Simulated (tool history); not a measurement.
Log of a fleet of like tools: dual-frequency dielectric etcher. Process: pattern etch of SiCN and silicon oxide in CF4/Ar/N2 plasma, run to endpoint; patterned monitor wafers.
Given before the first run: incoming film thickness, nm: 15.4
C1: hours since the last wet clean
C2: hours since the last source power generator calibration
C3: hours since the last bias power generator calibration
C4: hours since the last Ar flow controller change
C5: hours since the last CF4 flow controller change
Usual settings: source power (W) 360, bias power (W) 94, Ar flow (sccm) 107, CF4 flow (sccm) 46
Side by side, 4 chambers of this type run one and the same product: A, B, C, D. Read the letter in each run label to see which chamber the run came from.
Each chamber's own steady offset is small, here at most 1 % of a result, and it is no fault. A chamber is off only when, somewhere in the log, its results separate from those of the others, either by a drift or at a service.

run 1D day=0.512 | source_power_(W)=360 bias_power_(W)=94 Ar_flow_(sccm)=107 CF4_flow_(sccm)=46 | C1=514.2 C2=609.3 C3=180.0 C4=1013.1 C5=371.5 | endpoint_time_(s)=21.153
-- day=0.542 chamber A: wet clean of the chamber
run 2A day=1.025 | source_power_(W)=360 bias_power_(W)=94 Ar_flow_(sccm)=107 CF4_flow_(sccm)=46 | C1=11.6 C2=3424.0 C3=3834.3 C4=3882.2 C5=4924.7 | endpoint_time_(s)=21.192
run 3B day=1.462 | source_power_(W)=360 bias_power_(W)=94 Ar_flow_(sccm)=107 CF4_flow_(sccm)=46 | C1=294.0 C2=3489.8 C3=1549.5 C4=2251.2 C5=3196.8 | endpoint_time_(s)=21.314
-- day=1.738 chamber A: bias power generator calibrated
-- day=2.000 chamber D: wet clean of the chamber
run 4C day=2.150 | source_power_(W)=360 bias_power_(W)=94 Ar_flow_(sccm)=107 CF4_flow_(sccm)=46 | C1=392.7 C2=1706.9 C3=1243.4 C4=150.0 C5=2295.9 | endpoint_time_(s)=21.116
-- day=2.442 chamber C: wet clean of the chamber
run 5B day=2.771 | source_power_(W)=360 bias_power_(W)=94 Ar_flow_(sccm)=107 CF4_flow_(sccm)=46 | C1=325.4 C2=3521.2 C3=1580.9 C4=2282.6 C5=3228.2 | endpoint_time_(s)=21.395
run 6A day=3.150 | source_power_(W)=360 bias_power_(W)=94 Ar_flow_(sccm)=107 CF4_flow_(sccm)=46 | C1=62.6 C2=3475.0 C3=34.0 C4=3933.2 C5=4975.7 | endpoint_time_(s)=21.077
run 7D day=3.496 | source_power_(W)=360 bias_power_(W)=94 Ar_flow_(sccm)=107 CF4_flow_(sccm)=46 | C1=35.9 C2=680.9 C3=251.6 C4=1084.7 C5=443.1 | endpoint_time_(s)=21.262
run 8C day=4.050 | source_power_(W)=360 bias_power_(W)=94 Ar_flow_(sccm)=107 CF4_flow_(sccm)=46 | C1=38.7 C2=1752.5 C3=1289.0 C4=195.6 C5=2341.5 | endpoint_time_(s)=21.138
run 9B day=4.354 | source_power_(W)=360 bias_power_(W)=94 Ar_flow_(sccm)=107 CF4_flow_(sccm)=46 | C1=363.4 C2=3559.2 C3=1618.9 C4=2320.6 C5=3266.2 | endpoint_time_(s)=21.429
run 10A day=4.992 | source_power_(W)=360 bias_power_(W)=94 Ar_flow_(sccm)=107 CF4_flow_(sccm)=46 | C1=106.8 C2=3519.2 C3=78.2 C4=3977.4 C5=5019.9 | endpoint_time_(s)=21.175
run 11C day=5.408 | source_power_(W)=360 bias_power_(W)=94 Ar_flow_(sccm)=107 CF4_flow_(sccm)=46 | C1=71.3 C2=1785.1 C3=1321.6 C4=228.2 C5=2374.1 | endpoint_time_(s)=21.268
run 12D day=5.929 | source_power_(W)=360 bias_power_(W)=94 Ar_flow_(sccm)=107 CF4_flow_(sccm)=46 | C1=94.3 C2=739.3 C3=310.0 C4=1143.1 C5=501.5 | endpoint_time_(s)=21.204
run 13A day=6.262 | source_power_(W)=360 bias_power_(W)=94 Ar_flow_(sccm)=82 CF4_flow_(sccm)=46 | C1=137.3 C2=3549.7 C3=108.7 C4=4007.9 C5=5050.4 | endpoint_time_(s)=20.224
run 14B day=6.946 | source_power_(W)=360 bias_power_(W)=94 Ar_flow_(sccm)=82 CF4_flow_(sccm)=46 | C1=425.6 C2=3621.4 C3=1681.1 C4=2382.8 C5=3328.4 | endpoint_time_(s)=20.590
-- day=7.071 chamber B: source power generator calibrated
run 15C day=7.342 | source_power_(W)=360 bias_power_(W)=94 Ar_flow_(sccm)=82 CF4_flow_(sccm)=46 | C1=117.7 C2=1831.5 C3=1368.0 C4=274.6 C5=2420.5 | endpoint_time_(s)=20.577
run 16D day=7.779 | source_power_(W)=360 bias_power_(W)=94 Ar_flow_(sccm)=82 CF4_flow_(sccm)=46 | C1=138.7 C2=783.7 C3=354.4 C4=1187.5 C5=545.9 | endpoint_time_(s)=20.410
run 17D day=8.250 | source_power_(W)=360 bias_power_(W)=94 Ar_flow_(sccm)=107 CF4_flow_(sccm)=46 | C1=150.0 C2=795.0 C3=365.7 C4=1198.8 C5=557.2 | endpoint_time_(s)=21.282
run 18C day=8.767 | source_power_(W)=360 bias_power_(W)=94 Ar_flow_(sccm)=107 CF4_flow_(sccm)=46 | C1=151.9 C2=1865.7 C3=1402.2 C4=308.8 C5=2454.7 | endpoint_time_(s)=21.450
run 19A day=9.388 | source_power_(W)=360 bias_power_(W)=94 Ar_flow_(sccm)=107 CF4_flow_(sccm)=46 | C1=212.3 C2=3624.7 C3=183.7 C4=4082.9 C5=5125.4 | endpoint_time_(s)=21.042
run 20B day=9.875 | source_power_(W)=360 bias_power_(W)=94 Ar_flow_(sccm)=107 CF4_flow_(sccm)=46 | C1=495.9 C2=67.3 C3=1751.4 C4=2453.1 C5=3398.7 | endpoint_time_(s)=22.091
run 21B day=10.562 | source_power_(W)=360 bias_power_(W)=94 Ar_flow_(sccm)=107 CF4_flow_(sccm)=46 | C1=512.4 C2=83.8 C3=1767.9 C4=2469.6 C5=3415.2 | endpoint_time_(s)=22.219
run 22A day=11.154 | source_power_(W)=360 bias_power_(W)=94 Ar_flow_(sccm)=107 CF4_flow_(sccm)=46 | C1=254.7 C2=3667.1 C3=226.1 C4=4125.3 C5=5167.8 | endpoint_time_(s)=21.061
run 23C day=11.500 | source_power_(W)=360 bias_power_(W)=94 Ar_flow_(sccm)=107 CF4_flow_(sccm)=46 | C1=217.5 C2=1931.3 C3=1467.8 C4=374.4 C5=2520.3 | endpoint_time_(s)=21.245
run 24D day=12.171 | source_power_(W)=360 bias_power_(W)=94 Ar_flow_(sccm)=107 CF4_flow_(sccm)=46 | C1=244.1 C2=889.1 C3=459.8 C4=1292.9 C5=651.3 | endpoint_time_(s)=21.122
run 25D day=12.754 | source_power_(W)=360 bias_power_(W)=94 Ar_flow_(sccm)=107 CF4_flow_(sccm)=46 | C1=258.1 C2=903.1 C3=473.8 C4=1306.9 C5=665.3 | endpoint_time_(s)=21.314
run 26B day=13.221 | source_power_(W)=360 bias_power_(W)=94 Ar_flow_(sccm)=107 CF4_flow_(sccm)=46 | C1=576.2 C2=147.6 C3=1831.7 C4=2533.4 C5=3479.0 | endpoint_time_(s)=22.118
run 27C day=13.692 | source_power_(W)=360 bias_power_(W)=94 Ar_flow_(sccm)=107 CF4_flow_(sccm)=35 | C1=270.1 C2=1983.9 C3=1520.4 C4=427.0 C5=2572.9 | endpoint_time_(s)=22.295
-- day=13.871 chamber A: CF4 flow controller replaced
-- day=13.946 chamber A: wet clean of the chamber
run 28A day=14.362 | source_power_(W)=360 bias_power_(W)=94 Ar_flow_(sccm)=107 CF4_flow_(sccm)=35 | C1=10.0 C2=3744.1 C3=303.1 C4=4202.3 C5=11.8 | endpoint_time_(s)=22.009

Next, all 4 chambers run the settings below, one line each with question marks for the results. What does each chamber give?
run 29A day=14.854 | source_power_(W)=360 bias_power_(W)=94 Ar_flow_(sccm)=107 CF4_flow_(sccm)=46 | endpoint_time_(s)=?
run 29B day=14.854 | source_power_(W)=360 bias_power_(W)=94 Ar_flow_(sccm)=107 CF4_flow_(sccm)=46 | endpoint_time_(s)=?
run 29C day=14.854 | source_power_(W)=360 bias_power_(W)=94 Ar_flow_(sccm)=107 CF4_flow_(sccm)=46 | endpoint_time_(s)=?
run 29D day=14.854 | source_power_(W)=360 bias_power_(W)=94 Ar_flow_(sccm)=107 CF4_flow_(sccm)=46 | endpoint_time_(s)=?

run=29A endpoint_time_(s)=21.000
run=29B endpoint_time_(s)=22.233
run=29C endpoint_time_(s)=21.378
run=29D endpoint_time_(s)=21.192
